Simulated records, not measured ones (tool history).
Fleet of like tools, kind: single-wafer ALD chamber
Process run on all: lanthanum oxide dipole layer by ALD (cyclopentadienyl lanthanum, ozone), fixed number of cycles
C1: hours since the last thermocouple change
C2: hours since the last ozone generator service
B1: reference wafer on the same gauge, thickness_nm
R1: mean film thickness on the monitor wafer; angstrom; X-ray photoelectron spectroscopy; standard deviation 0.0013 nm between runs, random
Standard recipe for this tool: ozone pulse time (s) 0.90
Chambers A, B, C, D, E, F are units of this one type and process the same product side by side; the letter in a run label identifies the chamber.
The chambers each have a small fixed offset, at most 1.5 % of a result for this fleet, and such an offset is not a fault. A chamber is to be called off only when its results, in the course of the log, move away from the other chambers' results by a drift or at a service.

{"run": "1C", "hour": 4.9, "ozone pulse time (s)": 0.9, "C1": 1894.1, "C2": 1267.4, "B1": 0.43087, "R1": 4.8571}
{"run": "2A", "hour": 8.8, "ozone pulse time (s)": 0.9, "C1": 1594.0, "C2": 686.3, "B1": 0.43092, "R1": 4.8632}
{"run": "3E", "hour": 16.0, "ozone pulse time (s)": 0.9, "C1": 297.7, "C2": 562.0, "B1": 0.43116, "R1": 4.814}
{"hour": 17.4, "done": "chamber C: thermocouple changed; heater temperature recalibrated"}
{"run": "4B", "hour": 19.8, "ozone pulse time (s)": 0.9, "C1": 2926.1, "C2": 350.5, "B1": 0.43089, "R1": 4.8058}
{"run": "5D", "hour": 26.9, "ozone pulse time (s)": 0.9, "C1": 36.6, "C2": 1546.1, "B1": 0.43085, "R1": 4.8385}
{"run": "6F", "hour": 32.8, "ozone pulse time (s)": 0.9, "C1": 1456.1, "C2": 973.1, "B1": 0.43111, "R1": 4.8223}
{"run": "7D", "hour": 39.1, "ozone pulse time (s)": 0.9, "C1": 48.8, "C2": 1558.3, "B1": 0.4311, "R1": 4.8386}
{"run": "8E", "hour": 44.8, "ozone pulse time (s)": 0.9, "C1": 326.5, "C2": 590.8, "B1": 0.43105, "R1": 4.8255}
{"run": "9F", "hour": 49.5, "ozone pulse time (s)": 0.9, "C1": 1472.8, "C2": 989.8, "B1": 0.43112, "R1": 4.8088}
{"run": "10B", "hour": 54.5, "ozone pulse time (s)": 0.9, "C1": 2960.8, "C2": 385.2, "B1": 0.43097, "R1": 4.8214}
{"hour": 60.6, "done": "chamber F: ozone generator serviced"}
{"run": "11C", "hour": 60.9, "ozone pulse time (s)": 0.9, "C1": 43.5, "C2": 1323.4, "B1": 0.43085, "R1": 4.8437}
{"run": "12A", "hour": 68.4, "ozone pulse time (s)": 0.72, "C1": 1653.6, "C2": 745.9, "B1": 0.43121, "R1": 4.4569}
{"run": "13C", "hour": 73.2, "ozone pulse time (s)": 0.72, "C1": 55.8, "C2": 1335.7, "B1": 0.43096, "R1": 4.4459}
{"run": "14B", "hour": 78.8, "ozone pulse time (s)": 0.72, "C1": 2985.1, "C2": 409.5, "B1": 0.43088, "R1": 4.4221}
{"run": "15A", "hour": 83.3, "ozone pulse time (s)": 0.72, "C1": 1668.5, "C2": 760.8, "B1": 0.43084, "R1": 4.4497}
{"run": "16F", "hour": 90.8, "ozone pulse time (s)": 0.72, "C1": 1514.1, "C2": 30.3, "B1": 0.43069, "R1": 4.3982}
{"hour": 91.7, "done": "chamber B: thermocouple changed; heater temperature recalibrated"}
{"run": "17D", "hour": 95.2, "ozone pulse time (s)": 0.72, "C1": 104.9, "C2": 1614.4, "B1": 0.43108, "R1": 4.3966}
{"run": "18E", "hour": 100.5, "ozone pulse time (s)": 0.9, "C1": 382.2, "C2": 646.5, "B1": 0.43084, "R1": 4.8492}
{"run": "19E", "hour": 105.9, "ozone pulse time (s)": 0.9, "C1": 387.6, "C2": 651.9, "B1": 0.43132, "R1": 4.8524}
{"run": "20D", "hour": 111.4, "ozone pulse time (s)": 0.9, "C1": 121.1, "C2": 1630.6, "B1": 0.43106, "R1": 4.8147}
{"run": "21F", "hour": 115.6, "ozone pulse time (s)": 0.9, "C1": 1538.9, "C2": 55.1, "B1": 0.43113, "R1": 4.8326}
{"run": "22B", "hour": 123.3, "ozone pulse time (s)": 0.9, "C1": 31.7, "C2": 454.0, "B1": 0.43119, "R1": 4.8175}
{"run": "23C", "hour": 127.0, "ozone pulse time (s)": 0.9, "C1": 109.6, "C2": 1389.5, "B1": 0.43093, "R1": 4.8713}
{"run": "24A", "hour": 133.5, "ozone pulse time (s)": 0.9, "C1": 1718.7, "C2": 811.0, "B1": 0.43109, "R1": 4.8951}
{"run": "25C", "hour": 138.1, "ozone pulse time (s)": 0.61, "C1": 120.7, "C2": 1400.6, "B1": 0.43093, "R1": 4.0721}
{"run": "26B", "hour": 145.4, "ozone pulse time (s)": 0.61, "C1": 53.8, "C2": 476.1, "B1": 0.43103, "R1": 4.0932}
{"run": "27D", "hour": 150.7, "ozone pulse time (s)": 0.61, "C1": 160.4, "C2": 1669.9, "B1": 0.43079, "R1": 4.0494}
{"run": "28E", "hour": 156.9, "ozone pulse time (s)": 0.61, "C1": 438.6, "C2": 702.9, "B1": 0.43066, "R1": 4.0952}
{"run": "29A", "hour": 161.5, "ozone pulse time (s)": 0.61, "C1": 1746.7, "C2": 839.0, "B1": 0.43086, "R1": 4.0844}
{"run": "30F", "hour": 167.8, "ozone pulse time (s)": 0.61, "C1": 1591.1, "C2": 107.3, "B1": 0.431, "R1": 4.0555}
{"hour": 173.1, "done": "chamber D: ozone generator serviced"}
{"run": "31D", "hour": 173.7, "ozone pulse time (s)": 0.62, "C1": 183.4, "C2": 0.7, "B1": 0.43086, "R1": 4.1005}
{"run": "32B", "hour": 181.2, "ozone pulse time (s)": 0.62, "C1": 89.6, "C2": 511.9, "B1": 0.43118, "R1": 4.1281}
{"run": "33E", "hour": 186.4, "ozone pulse time (s)": 0.62, "C1": 468.1, "C2": 732.4, "B1": 0.43121, "R1": 4.1155}
{"run": "34C", "hour": 191.8, "ozone pulse time (s)": 0.62, "C1": 174.4, "C2": 1454.3, "B1": 0.43125, "R1": 4.115}
{"run": "35A", "hour": 199.0, "ozone pulse time (s)": 0.62, "C1": 1784.2, "C2": 876.5, "B1": 0.43089, "R1": 4.1406}
{"run": "36F", "hour": 205.4, "ozone pulse time (s)": 0.62, "C1": 1628.7, "C2": 144.9, "B1": 0.43115, "R1": 4.0858}
{"run": "37C", "hour": 212.2, "ozone pulse time (s)": 0.9, "C1": 194.8, "C2": 1474.7, "B1": 0.431, "R1": 4.8908}
{"run": "38A", "hour": 217.6, "ozone pulse time (s)": 0.9, "C1": 1802.8, "C2": 895.1, "B1": 0.43089, "R1": 4.8979}
{"run": "39B", "hour": 223.3, "ozone pulse time (s)": 0.9, "C1": 131.7, "C2": 554.0, "B1": 0.43111, "R1": 4.8281}
{"run": "40D", "hour": 229.4, "ozone pulse time (s)": 1.21, "C1": 239.1, "C2": 56.4, "B1": 0.4312, "R1": 5.2812}
{"run": "41F", "hour": 233.4, "ozone pulse time (s)": 1.21, "C1": 1656.7, "C2": 172.9, "B1": 0.43101, "R1": 5.2767}
{"run": "42E", "hour": 237.2, "ozone pulse time (s)": 1.21, "C1": 518.9, "C2": 783.2, "B1": 0.43106, "R1": 5.2847}
{"run": "43E", "hour": 244.7, "ozone pulse time (s)": 1.21, "C1": 526.4, "C2": 790.7, "B1": 0.43107, "R1": 5.2769}
{"run": "44A", "hour": 250.0, "ozone pulse time (s)": 1.21, "C1": 1835.2, "C2": 927.5, "B1": 0.43107, "R1": 5.347}

Decide between three cases: one chamber stands off from its peers, the gauge reading all wafers drifts, or nothing is wrong past each chamber's small offset. Where a chamber is off, say which and what most likely put it there.

No chamber stands off beyond its own small offset, and the gauge holds steady.

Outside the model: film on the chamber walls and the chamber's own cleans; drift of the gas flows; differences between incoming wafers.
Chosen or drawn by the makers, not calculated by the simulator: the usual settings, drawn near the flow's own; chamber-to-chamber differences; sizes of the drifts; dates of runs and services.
